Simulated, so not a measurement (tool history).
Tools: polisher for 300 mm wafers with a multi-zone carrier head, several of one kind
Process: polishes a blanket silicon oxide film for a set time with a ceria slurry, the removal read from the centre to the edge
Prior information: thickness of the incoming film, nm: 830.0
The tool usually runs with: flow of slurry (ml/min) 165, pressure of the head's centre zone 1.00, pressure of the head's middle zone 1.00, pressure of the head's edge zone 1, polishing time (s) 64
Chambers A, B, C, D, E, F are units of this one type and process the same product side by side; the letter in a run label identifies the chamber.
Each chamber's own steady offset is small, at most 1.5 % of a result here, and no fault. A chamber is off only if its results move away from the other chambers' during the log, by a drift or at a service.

run	hour	flow of slurry (ml/min)	pressure of the head's centre zone	pressure of the head's middle zone	pressure of the head's edge zone	polishing time (s)	film removed at the wafer's centre (angstrom)	film removed at mid-radius (angstrom)	film removed at the wafer's edge (angstrom)
1A	7.1	165	1.00	1.00	1	64	2875.4	2810.6	2886.1
# hour 14.2: chamber A: worn pad replaced by a new one
2F	14.9	165	1.00	1.00	1	64	2733.4	2796.9	2770.0
# hour 16.7: chamber F: edge zone pressure recalibrated
3E	19.7	165	1.00	1.00	1	64	2814.6	2851.4	2823.3
# hour 24.4: chamber D: slurry nozzle cleaned
4D	28.0	165	1.00	1.00	1	64	2832.4	2768.9	2872.5
5B	36.2	165	1.00	1.00	1	51	2210.8	2262.5	2264.7
# hour 38.3: chamber C: slurry nozzle cleaned
6C	41.1	165	1.00	1.00	1	51	2220.3	2267.5	2211.1
7D	48.3	165	1.00	1.00	1	51	2255.5	2223.1	2192.8
8C	57.1	165	1.00	1.00	1	51	2303.2	2251.1	2283.9
9A	64.8	165	1.00	1.00	1	51	2213.0	2262.8	2228.7
10F	71.8	165	1.00	1.00	1	51	2239.3	2223.2	2321.9
# hour 75.6: chamber A: slurry nozzle cleaned
# hour 77.0: chamber D: centre zone pressure recalibrated
11B	78.5	165	1.00	1.09	1	43	1906.6	2051.3	1867.6
# hour 84.2: chamber C: edge zone pressure recalibrated
12E	86.6	165	1.00	1.09	1	43	1862.1	2071.7	1867.8
# hour 87.7: chamber D: worn pad replaced by a new one
# hour 89.2: chamber A: worn pad replaced by a new one
13E	93.8	165	1.00	1.09	1	43	1911.3	2062.3	1907.4
14A	98.0	165	1.00	1.09	1	43	1917.5	2041.9	1876.4
# hour 103.1: chamber E: worn pad replaced by a new one
15B	104.9	165	1.00	1.09	1	43	1943.3	2036.4	1887.7
# hour 108.2: chamber B: worn pad replaced by a new one
16F	109.9	165	1.00	1.09	1	43	1836.0	2004.5	1875.1
17C	115.1	165	1.00	1.00	1	64	2811.4	2863.7	2765.7
# hour 120.3: chamber B: centre zone pressure recalibrated
18D	123.4	165	1.00	1.00	1	64	2841.4	2796.6	2795.2
19D	129.5	165	1.00	1.00	1	64	2873.8	2761.2	2847.8
20C	135.0	165	1.00	1.00	1	64	2812.0	2827.3	2817.7
# hour 138.0: chamber C: worn pad replaced by a new one
21F	141.2	165	1.00	1.00	1	64	2823.7	2757.3	2810.5
22E	146.4	165	1.00	1.00	1	64	2813.6	2809.1	2766.6
23A	151.4	165	1.09	1.09	1	64	3053.6	3035.3	2937.5
24B	158.1	165	1.09	1.09	1	64	3087.3	3036.4	2742.1
25C	164.3	165	1.09	1.09	1	64	3112.4	3086.0	2797.3
26A	171.9	165	1.09	1.09	1	64	3130.0	3047.3	2905.7
27F	179.6	165	1.09	1.09	1	64	2968.8	2884.1	2760.8
# hour 185.6: chamber A: worn pad replaced by a new one
# hour 186.2: chamber C: centre zone pressure recalibrated
28D	187.8	165	1.09	1.09	1	64	3007.1	3001.4	2738.6
# hour 191.7: chamber B: edge zone pressure recalibrated
29B	193.9	165	1.00	1.00	1	64	2810.7	2845.6	2793.2
30E	201.9	165	1.00	1.00	1	64	2753.6	2823.8	2839.0
31D	206.3	165	1.00	1.00	1	64	2857.2	2813.0	2834.4
32B	211.9	165	1.00	1.00	1	64	2788.7	2832.4	2823.6
33A	220.4	165	1.00	1.00	1	64	2815.4	2831.2	2752.8
# hour 228.9: chamber B: slurry nozzle cleaned
34F	229.0	165	1.00	1.00	1	64	2596.9	2606.2	2561.7
35E	237.1	165	1.00	1.00	1	64	2744.6	2815.9	2800.0
# hour 239.9: chamber B: worn pad replaced by a new one
36C	245.1	165	1.00	1.00	1	64	2802.5	2824.4	2853.5
37D	249.7	165	1.00	1.00	1	64	2812.1	2783.5	2744.8
38B	255.4	165	1.00	1.00	1	64	2796.3	2820.7	2817.8
# hour 257.9: chamber E: worn pad replaced by a new one
39A	260.0	165	1.00	1.00	1	64	2864.8	2804.4	2832.1
40F	268.5	165	1.00	1.00	1	64	2577.4	2559.0	2583.2
# hour 272.6: chamber E: centre zone pressure recalibrated
41E	275.1	165	1.00	1.00	1	64	2846.7	2826.0	2774.7
42C	279.2	165	1.00	1.00	1	64	2781.5	2825.9	2800.2
43D	287.4	165	1.00	1.00	1	64	2818.0	2780.0	2821.7

Is one chamber off against the others, does the gauge drift, or is nothing wrong? If a chamber is off, say which, and what the likeliest cause is.

Chamber F drifts away from the others.
Cause: removal rate lost through wear of the pad, % = 10.6.
The log might look much the same if the cause were instead: slurry flow missing at the pad, %.

Chamber F could run next with any of the 4 candidate recipes listed below; each alters the usual settings, and their results appear as question marks. Which one brings its results back in line with what the other chambers deliver on the usual settings?
Counts as in line when no further than this from what the other chambers average on the usual settings: film removed at the wafer's centre (angstrom) 140.0; film removed at mid-radius (angstrom) 61.0; film removed at the wafer's edge (angstrom) 140.0
44F-1	293.8	160	1.00	0.99	1	58	?	?	?
44F-2	293.8	165	1.00	1.00	1	66	?	?	?
44F-3	293.8	170	1.00	1.01	1	71	?	?	?
44F-4	293.8	165	1.00	1.00	1	62	?	?	?

The mean the other chambers reach with the usual settings: film removed at the wafer's centre (angstrom) 2811.6; film removed at mid-radius (angstrom) 2820.3; film removed at the wafer's edge (angstrom) 2820.9
run	film removed at the wafer's centre (angstrom)	film removed at mid-radius (angstrom)	film removed at the wafer's edge (angstrom)
44F-1	2262.4	2238.2	2267.7
44F-2	2590.4	2584.1	2590.2
44F-3	2802.8	2819.3	2796.3
44F-4	2433.4	2427.5	2433.2
44F-3 brings the chamber back in line.

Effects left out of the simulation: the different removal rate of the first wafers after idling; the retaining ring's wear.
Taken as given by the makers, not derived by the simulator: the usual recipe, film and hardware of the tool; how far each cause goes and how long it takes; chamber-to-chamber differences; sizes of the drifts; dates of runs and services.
